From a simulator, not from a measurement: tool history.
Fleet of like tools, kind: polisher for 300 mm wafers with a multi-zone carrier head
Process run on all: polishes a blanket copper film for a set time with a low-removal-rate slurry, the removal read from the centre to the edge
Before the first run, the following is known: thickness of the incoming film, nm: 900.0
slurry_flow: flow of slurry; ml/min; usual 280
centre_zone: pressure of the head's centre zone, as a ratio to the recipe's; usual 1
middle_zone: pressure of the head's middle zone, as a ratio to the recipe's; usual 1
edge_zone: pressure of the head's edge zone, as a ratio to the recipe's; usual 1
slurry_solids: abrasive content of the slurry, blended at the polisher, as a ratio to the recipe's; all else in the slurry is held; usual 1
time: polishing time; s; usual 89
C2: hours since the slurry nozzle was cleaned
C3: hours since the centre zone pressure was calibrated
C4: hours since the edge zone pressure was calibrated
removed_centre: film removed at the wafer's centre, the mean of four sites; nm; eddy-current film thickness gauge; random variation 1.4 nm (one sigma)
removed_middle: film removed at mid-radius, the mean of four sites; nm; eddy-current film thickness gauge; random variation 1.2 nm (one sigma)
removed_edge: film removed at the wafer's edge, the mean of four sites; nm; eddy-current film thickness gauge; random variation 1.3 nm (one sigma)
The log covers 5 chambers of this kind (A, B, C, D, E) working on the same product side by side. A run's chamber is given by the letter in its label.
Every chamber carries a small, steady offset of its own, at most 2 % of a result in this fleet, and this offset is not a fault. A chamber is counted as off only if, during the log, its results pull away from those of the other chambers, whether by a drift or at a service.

{"run": "1C", "hour": 9.8, "slurry_flow": 280, "centre_zone": 1, "middle_zone": 1, "edge_zone": 1, "slurry_solids": 1, "time": 89, "wafers polished on this pad": 609, "C2": 70.5, "C3": 703.9, "C4": 158.2, "removed_centre": 130.82, "removed_middle": 131.67, "removed_edge": 132.81}
{"hour": 11.9, "done": "chamber B: worn pad replaced by a new one"}
{"hour": 22.0, "done": "chamber B: slurry nozzle cleaned"}
{"run": "2B", "hour": 24.8, "slurry_flow": 280, "centre_zone": 1, "middle_zone": 1, "edge_zone": 1, "slurry_solids": 1, "time": 89, "wafers polished on this pad": 142, "C2": 2.9, "C3": 284.6, "C4": 279.5, "removed_centre": 133.69, "removed_middle": 132.4, "removed_edge": 133.47}
{"hour": 25.2, "done": "chamber D: worn pad replaced by a new one"}
{"hour": 26.3, "done": "chamber E: slurry nozzle cleaned"}
{"run": "3E", "hour": 33.6, "slurry_flow": 280, "centre_zone": 1, "middle_zone": 1, "edge_zone": 1, "slurry_solids": 1, "time": 89, "wafers polished on this pad": 858, "C2": 7.4, "C3": 181.4, "C4": 206, "removed_centre": 131.76, "removed_middle": 131.14, "removed_edge": 131.42}
{"hour": 39.2, "done": "chamber C: worn pad replaced by a new one"}
{"run": "4A", "hour": 41.6, "slurry_flow": 280, "centre_zone": 1, "middle_zone": 1, "edge_zone": 1, "slurry_solids": 1, "time": 89, "wafers polished on this pad": 569, "C2": 532, "C3": 115.3, "C4": 470.6, "removed_centre": 135.31, "removed_middle": 132.18, "removed_edge": 132.51}
{"hour": 47.7, "done": "chamber D: slurry nozzle cleaned"}
{"run": "5D", "hour": 51.6, "slurry_flow": 280, "centre_zone": 1, "middle_zone": 1, "edge_zone": 1, "slurry_solids": 1, "time": 89, "wafers polished on this pad": 290, "C2": 3.9, "C3": 161.4, "C4": 286.8, "removed_centre": 133.75, "removed_middle": 133.13, "removed_edge": 133.82}
{"run": "6E", "hour": 62.6, "slurry_flow": 280, "centre_zone": 1, "middle_zone": 1, "edge_zone": 1, "slurry_solids": 1, "time": 89, "wafers polished on this pad": 1177, "C2": 36.4, "C3": 210.4, "C4": 235, "removed_centre": 133.43, "removed_middle": 130.61, "removed_edge": 133.39}
{"hour": 63.9, "done": "chamber E: worn pad replaced by a new one"}
{"hour": 68.7, "done": "chamber A: worn pad replaced by a new one"}
{"run": "7A", "hour": 74.9, "slurry_flow": 280, "centre_zone": 1, "middle_zone": 1, "edge_zone": 1, "slurry_solids": 1, "time": 89, "wafers polished on this pad": 68, "C2": 565.3, "C3": 148.6, "C4": 503.9, "removed_centre": 134.25, "removed_middle": 133.78, "removed_edge": 134.96}
{"run": "8C", "hour": 87.8, "slurry_flow": 280, "centre_zone": 1, "middle_zone": 1, "edge_zone": 1, "slurry_solids": 1, "time": 89, "wafers polished on this pad": 534, "C2": 148.5, "C3": 781.9, "C4": 236.2, "removed_centre": 131.09, "removed_middle": 132.39, "removed_edge": 131.1}
{"run": "9D", "hour": 95.3, "slurry_flow": 280, "centre_zone": 1, "middle_zone": 1, "edge_zone": 1, "slurry_solids": 1, "time": 89, "wafers polished on this pad": 771, "C2": 47.6, "C3": 205.1, "C4": 330.5, "removed_centre": 131.21, "removed_middle": 133.53, "removed_edge": 131.89}
{"hour": 105.7, "done": "chamber D: worn pad replaced by a new one"}
{"run": "10B", "hour": 108.9, "slurry_flow": 280, "centre_zone": 1.05, "middle_zone": 1, "edge_zone": 1.09, "slurry_solids": 1, "time": 89, "wafers polished on this pad": 1067, "C2": 87, "C3": 368.7, "C4": 363.6, "removed_centre": 140.1, "removed_middle": 132.14, "removed_edge": 138.86}
{"run": "11A", "hour": 122.5, "slurry_flow": 280, "centre_zone": 1.05, "middle_zone": 1, "edge_zone": 1.09, "slurry_solids": 1, "time": 89, "wafers polished on this pad": 591, "C2": 612.9, "C3": 196.2, "C4": 551.5, "removed_centre": 141.41, "removed_middle": 131.68, "removed_edge": 138.08}
{"hour": 134.4, "done": "chamber C: worn pad replaced by a new one"}
{"run": "12C", "hour": 136.8, "slurry_flow": 280, "centre_zone": 1.05, "middle_zone": 1, "edge_zone": 1.09, "slurry_solids": 1, "time": 89, "wafers polished on this pad": 27, "C2": 197.5, "C3": 830.9, "C4": 285.2, "removed_centre": 141.52, "removed_middle": 130.95, "removed_edge": 136.53}
{"hour": 141.7, "done": "chamber E: edge zone pressure recalibrated"}
{"run": "13E", "hour": 151.6, "slurry_flow": 280, "centre_zone": 1.05, "middle_zone": 1, "edge_zone": 1.09, "slurry_solids": 1, "time": 89, "wafers polished on this pad": 965, "C2": 125.4, "C3": 299.4, "C4": 10, "removed_centre": 140.36, "removed_middle": 131.53, "removed_edge": 139.61}
{"hour": 160.1, "done": "chamber B: worn pad replaced by a new one"}
{"run": "14B", "hour": 164.6, "slurry_flow": 280, "centre_zone": 1.05, "middle_zone": 1, "edge_zone": 1.09, "slurry_solids": 1, "time": 89, "wafers polished on this pad": 50, "C2": 142.7, "C3": 424.4, "C4": 419.3, "removed_centre": 137.66, "removed_middle": 133.57, "removed_edge": 140.19}
{"hour": 169.7, "done": "chamber A: worn pad replaced by a new one"}
{"run": "15D", "hour": 172.0, "slurry_flow": 280, "centre_zone": 1, "middle_zone": 1, "edge_zone": 1, "slurry_solids": 1, "time": 89, "wafers polished on this pad": 729, "C2": 124.3, "C3": 281.8, "C4": 407.2, "removed_centre": 131.96, "removed_middle": 134.09, "removed_edge": 130.74}
{"hour": 172.9, "done": "chamber E: worn pad replaced by a new one"}
{"run": "16E", "hour": 178.8, "slurry_flow": 280, "centre_zone": 1, "middle_zone": 1, "edge_zone": 1, "slurry_solids": 1, "time": 89, "wafers polished on this pad": 65, "C2": 152.6, "C3": 326.6, "C4": 37.2, "removed_centre": 132.34, "removed_middle": 130.71, "removed_edge": 131.22}
{"run": "17B", "hour": 186.4, "slurry_flow": 280, "centre_zone": 1, "middle_zone": 1, "edge_zone": 1, "slurry_solids": 1, "time": 89, "wafers polished on this pad": 290, "C2": 164.5, "C3": 446.2, "C4": 441.1, "removed_centre": 133.03, "removed_middle": 131.12, "removed_edge": 131.46}
{"hour": 186.7, "done": "chamber D: worn pad replaced by a new one"}
{"run": "18C", "hour": 199.1, "slurry_flow": 280, "centre_zone": 1, "middle_zone": 1, "edge_zone": 1, "slurry_solids": 1, "time": 89, "wafers polished on this pad": 712, "C2": 259.8, "C3": 893.2, "C4": 347.5, "removed_centre": 131.97, "removed_middle": 133.35, "removed_edge": 132.76}
{"run": "19A", "hour": 208.2, "slurry_flow": 280, "centre_zone": 1, "middle_zone": 1, "edge_zone": 1, "slurry_solids": 1, "time": 89, "wafers polished on this pad": 423, "C2": 698.6, "C3": 281.9, "C4": 637.2, "removed_centre": 135.48, "removed_middle": 133.88, "removed_edge": 133.17}
{"run": "20D", "hour": 219.8, "slurry_flow": 280, "centre_zone": 1, "middle_zone": 1, "edge_zone": 1, "slurry_solids": 1, "time": 89, "wafers polished on this pad": 364, "C2": 172.1, "C3": 329.6, "C4": 455, "removed_centre": 132.22, "removed_middle": 133.28, "removed_edge": 132.9}
{"hour": 222.0, "done": "chamber C: worn pad replaced by a new one"}
{"run": "21D", "hour": 234.7, "slurry_flow": 280, "centre_zone": 1, "middle_zone": 1, "edge_zone": 1, "slurry_solids": 1, "time": 89, "wafers polished on this pad": 528, "C2": 187, "C3": 344.5, "C4": 469.9, "removed_centre": 133.69, "removed_middle": 133.45, "removed_edge": 130.86}
{"run": "22B", "hour": 241.8, "slurry_flow": 280, "centre_zone": 1, "middle_zone": 1, "edge_zone": 1, "slurry_solids": 1, "time": 89, "wafers polished on this pad": 899, "C2": 219.9, "C3": 501.6, "C4": 496.5, "removed_centre": 133.35, "removed_middle": 129.8, "removed_edge": 132.86}
{"hour": 248.0, "done": "chamber E: centre zone pressure recalibrated"}
{"run": "23E", "hour": 255.2, "slurry_flow": 280, "centre_zone": 1, "middle_zone": 1, "edge_zone": 1, "slurry_solids": 1, "time": 89, "wafers polished on this pad": 905, "C2": 229, "C3": 7.3, "C4": 113.6, "removed_centre": 121.44, "removed_middle": 133.31, "removed_edge": 131.84}
{"hour": 256.4, "done": "chamber A: worn pad replaced by a new one"}
{"hour": 258.0, "done": "chamber E: worn pad replaced by a new one"}
{"run": "24C", "hour": 265.5, "slurry_flow": 280, "centre_zone": 1, "middle_zone": 1, "edge_zone": 1, "slurry_solids": 1, "time": 89, "wafers polished on this pad": 478, "C2": 326.2, "C3": 959.6, "C4": 413.9, "removed_centre": 131.59, "removed_middle": 132.53, "removed_edge": 131.77}
{"run": "25A", "hour": 278.4, "slurry_flow": 280, "centre_zone": 1, "middle_zone": 1, "edge_zone": 1, "slurry_solids": 1, "time": 89, "wafers polished on this pad": 242, "C2": 768.8, "C3": 352.1, "C4": 707.4, "removed_centre": 133.68, "removed_middle": 130.62, "removed_edge": 130.97}
{"hour": 283.5, "done": "chamber D: worn pad replaced by a new one"}
{"run": "26B", "hour": 288.3, "slurry_flow": 280, "centre_zone": 1, "middle_zone": 1, "edge_zone": 1, "slurry_solids": 1, "time": 89, "wafers polished on this pad": 1410, "C2": 266.4, "C3": 548.1, "C4": 543, "removed_centre": 130.57, "removed_middle": 133.14, "removed_edge": 134.31}
{"hour": 298.5, "done": "chamber B: worn pad replaced by a new one"}
{"run": "27C", "hour": 303.4, "slurry_flow": 280, "centre_zone": 0.92, "middle_zone": 1, "edge_zone": 1, "slurry_solids": 1.2, "time": 89, "wafers polished on this pad": 895, "C2": 364.1, "C3": 997.5, "C4": 451.8, "removed_centre": 123.96, "removed_middle": 137.2, "removed_edge": 135.58}
{"run": "28D", "hour": 315.6, "slurry_flow": 280, "centre_zone": 0.92, "middle_zone": 1, "edge_zone": 1, "slurry_solids": 1.2, "time": 89, "wafers polished on this pad": 353, "C2": 267.9, "C3": 425.4, "C4": 550.8, "removed_centre": 124.56, "removed_middle": 137.19, "removed_edge": 136.19}
{"hour": 323.1, "done": "chamber C: worn pad replaced by a new one"}
{"run": "29E", "hour": 327.2, "slurry_flow": 280, "centre_zone": 0.92, "middle_zone": 1, "edge_zone": 1, "slurry_solids": 1.2, "time": 89, "wafers polished on this pad": 761, "C2": 301, "C3": 79.3, "C4": 185.6, "removed_centre": 113.01, "removed_middle": 137.34, "removed_edge": 137.29}
{"run": "30A", "hour": 335.9, "slurry_flow": 280, "centre_zone": 0.92, "middle_zone": 1, "edge_zone": 1, "slurry_solids": 1.2, "time": 89, "wafers polished on this pad": 874, "C2": 826.3, "C3": 409.6, "C4": 764.9, "removed_centre": 125.66, "removed_middle": 137.06, "removed_edge": 137.56}
{"run": "31B", "hour": 350.1, "slurry_flow": 280, "centre_zone": 0.92, "middle_zone": 1, "edge_zone": 1, "slurry_solids": 1.2, "time": 89, "wafers polished on this pad": 568, "C2": 328.2, "C3": 609.9, "C4": 604.8, "removed_centre": 127.81, "removed_middle": 139.09, "removed_edge": 138.42}
{"hour": 353.5, "done": "chamber E: worn pad replaced by a new one"}
{"hour": 355.7, "done": "chamber A: worn pad replaced by a new one"}
{"hour": 358.5, "done": "chamber D: centre zone pressure recalibrated"}
{"hour": 359.5, "done": "chamber A: slurry nozzle cleaned"}
{"run": "32A", "hour": 364.6, "slurry_flow": 280, "centre_zone": 1, "middle_zone": 1, "edge_zone": 1, "slurry_solids": 1, "time": 89, "wafers polished on this pad": 98, "C2": 5.2, "C3": 438.3, "C4": 793.6, "removed_centre": 135.23, "removed_middle": 130.86, "removed_edge": 133.41}
{"hour": 368.3, "done": "chamber B: centre zone pressure recalibrated"}
{"hour": 375.6, "done": "chamber D: worn pad replaced by a new one"}
{"run": "33D", "hour": 376.2, "slurry_flow": 280, "centre_zone": 1, "middle_zone": 1, "edge_zone": 1, "slurry_solids": 1, "time": 112, "wafers polished on this pad": 6, "C2": 328.5, "C3": 17.7, "C4": 611.4, "removed_centre": 168.79, "removed_middle": 164.58, "removed_edge": 165.5}
{"run": "34E", "hour": 390.8, "slurry_flow": 280, "centre_zone": 1, "middle_zone": 1, "edge_zone": 1, "slurry_solids": 1, "time": 112, "wafers polished on this pad": 410, "C2": 364.6, "C3": 142.9, "C4": 249.2, "removed_centre": 150.13, "removed_middle": 163.81, "removed_edge": 165.03}
{"hour": 400.8, "done": "chamber B: slurry nozzle cleaned"}
{"run": "35C", "hour": 402.3, "slurry_flow": 280, "centre_zone": 1, "middle_zone": 1, "edge_zone": 1, "slurry_solids": 1, "time": 112, "wafers polished on this pad": 871, "C2": 463, "C3": 1096.4, "C4": 550.7, "removed_centre": 162.61, "removed_middle": 165.79, "removed_edge": 167.19}
{"run": "36B", "hour": 410.4, "slurry_flow": 280, "centre_zone": 1, "middle_zone": 1, "edge_zone": 1, "slurry_solids": 1, "time": 112, "wafers polished on this pad": 1231, "C2": 9.7, "C3": 42.1, "C4": 665.1, "removed_centre": 165.41, "removed_middle": 167.68, "removed_edge": 167.56}
{"run": "37D", "hour": 420.0, "slurry_flow": 280, "centre_zone": 1, "middle_zone": 1, "edge_zone": 1, "slurry_solids": 1, "time": 112, "wafers polished on this pad": 488, "C2": 372.3, "C3": 61.5, "C4": 655.2, "removed_centre": 164.59, "removed_middle": 163.93, "removed_edge": 167.15}

The same settings go to every chamber for the next run, one line per chamber below. Forecast the results for each:
{"run": "38A", "hour": 431.1, "slurry_flow": 280, "centre_zone": 1, "middle_zone": 1, "edge_zone": 1, "slurry_solids": 1, "time": 89, "removed_centre": "?", "removed_middle": "?", "removed_edge": "?"}
{"run": "38B", "hour": 431.1, "slurry_flow": 280, "centre_zone": 1, "middle_zone": 1, "edge_zone": 1, "slurry_solids": 1, "time": 89, "removed_centre": "?", "removed_middle": "?", "removed_edge": "?"}
{"run": "38C", "hour": 431.1, "slurry_flow": 280, "centre_zone": 1, "middle_zone": 1, "edge_zone": 1, "slurry_solids": 1, "time": 89, "removed_centre": "?", "removed_middle": "?", "removed_edge": "?"}
{"run": "38D", "hour": 431.1, "slurry_flow": 280, "centre_zone": 1, "middle_zone": 1, "edge_zone": 1, "slurry_solids": 1, "time": 89, "removed_centre": "?", "removed_middle": "?", "removed_edge": "?"}
{"run": "38E", "hour": 431.1, "slurry_flow": 280, "centre_zone": 1, "middle_zone": 1, "edge_zone": 1, "slurry_solids": 1, "time": 89, "removed_centre": "?", "removed_middle": "?", "removed_edge": "?"}

run=38A removed_centre=134.22 removed_middle=133.34 removed_edge=131.37
run=38B removed_centre=134.32 removed_middle=132.52 removed_edge=135.61
run=38C removed_centre=133.72 removed_middle=130.66 removed_edge=128.36
run=38D removed_centre=132.68 removed_middle=133.48 removed_edge=133.33
run=38E removed_centre=119.15 removed_middle=131.68 removed_edge=131.61

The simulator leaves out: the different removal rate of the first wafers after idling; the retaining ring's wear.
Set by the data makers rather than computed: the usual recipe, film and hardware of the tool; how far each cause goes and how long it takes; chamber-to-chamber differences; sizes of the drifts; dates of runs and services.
